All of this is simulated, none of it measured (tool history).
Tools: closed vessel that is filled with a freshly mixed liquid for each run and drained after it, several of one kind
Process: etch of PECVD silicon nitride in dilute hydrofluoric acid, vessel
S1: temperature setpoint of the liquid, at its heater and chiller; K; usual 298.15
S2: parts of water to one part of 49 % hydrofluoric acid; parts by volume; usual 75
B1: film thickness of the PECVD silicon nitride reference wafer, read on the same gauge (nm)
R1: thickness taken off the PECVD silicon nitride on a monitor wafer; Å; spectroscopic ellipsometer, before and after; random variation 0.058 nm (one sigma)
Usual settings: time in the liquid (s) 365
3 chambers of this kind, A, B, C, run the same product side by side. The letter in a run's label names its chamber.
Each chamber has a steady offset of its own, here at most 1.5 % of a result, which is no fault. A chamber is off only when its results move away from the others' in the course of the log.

run 1B hour=13.5 | S1=298.15 S2=75 time_in_the_liquid_(s)=365 | B1=109.97 | R1=122.510
run 2C hour=25.0 | S1=298.15 S2=75 time_in_the_liquid_(s)=365 | B1=109.97 | R1=122.030
run 3A hour=34.3 | S1=298.15 S2=75 time_in_the_liquid_(s)=365 | B1=110.00 | R1=123.190
run 4B hour=44.6 | S1=298.15 S2=75 time_in_the_liquid_(s)=365 | B1=110.01 | R1=121.320
run 5C hour=52.5 | S1=298.15 S2=90 time_in_the_liquid_(s)=365 | B1=110.03 | R1=102.100
run 6A hour=62.7 | S1=298.15 S2=90 time_in_the_liquid_(s)=365 | B1=109.96 | R1=104.260
run 7C hour=70.3 | S1=298.15 S2=90 time_in_the_liquid_(s)=365 | B1=110.00 | R1=101.120
run 8A hour=83.9 | S1=298.15 S2=75 time_in_the_liquid_(s)=365 | B1=109.97 | R1=124.680
run 9B hour=97.2 | S1=298.15 S2=75 time_in_the_liquid_(s)=365 | B1=110.01 | R1=122.430
run 10C hour=105.8 | S1=298.15 S2=75 time_in_the_liquid_(s)=365 | B1=110.00 | R1=120.750
run 11A hour=112.5 | S1=298.15 S2=75 time_in_the_liquid_(s)=365 | B1=110.01 | R1=125.990
run 12B hour=123.6 | S1=298.15 S2=75 time_in_the_liquid_(s)=365 | B1=110.02 | R1=122.990
run 13B hour=130.8 | S1=298.15 S2=75 time_in_the_liquid_(s)=365 | B1=110.02 | R1=122.700
run 14A hour=139.3 | S1=298.15 S2=75 time_in_the_liquid_(s)=365 | B1=109.98 | R1=126.300
run 15C hour=153.4 | S1=298.15 S2=75 time_in_the_liquid_(s)=365 | B1=110.01 | R1=121.890
run 16A hour=162.3 | S1=298.15 S2=45 time_in_the_liquid_(s)=160 | B1=110.02 | R1=90.814
run 17B hour=175.7 | S1=298.15 S2=45 time_in_the_liquid_(s)=160 | B1=109.96 | R1=88.379
run 18C hour=186.3 | S1=298.15 S2=45 time_in_the_liquid_(s)=160 | B1=110.01 | R1=86.647
run 19C hour=194.2 | S1=298.15 S2=75 time_in_the_liquid_(s)=365 | B1=109.99 | R1=120.760
run 20A hour=204.0 | S1=298.15 S2=75 time_in_the_liquid_(s)=365 | B1=110.02 | R1=128.850
run 21B hour=213.9 | S1=298.15 S2=55 time_in_the_liquid_(s)=460 | B1=109.97 | R1=211.300
run 22B hour=224.2 | S1=298.15 S2=55 time_in_the_liquid_(s)=460 | B1=110.02 | R1=210.830
run 23C hour=237.5 | S1=298.15 S2=55 time_in_the_liquid_(s)=460 | B1=110.06 | R1=204.850
run 24A hour=249.2 | S1=298.15 S2=75 time_in_the_liquid_(s)=365 | B1=110.00 | R1=129.760

All 3 chambers run these settings next. Forecast each chamber's results:
run 25A hour=259.5 | S1=298.15 S2=75 time_in_the_liquid_(s)=365 | R1=?
run 25B hour=259.5 | S1=298.15 S2=75 time_in_the_liquid_(s)=365 | R1=?
run 25C hour=259.5 | S1=298.15 S2=75 time_in_the_liquid_(s)=365 | R1=?

run=25A R1=129.370
run=25B R1=121.950
run=25C R1=120.970
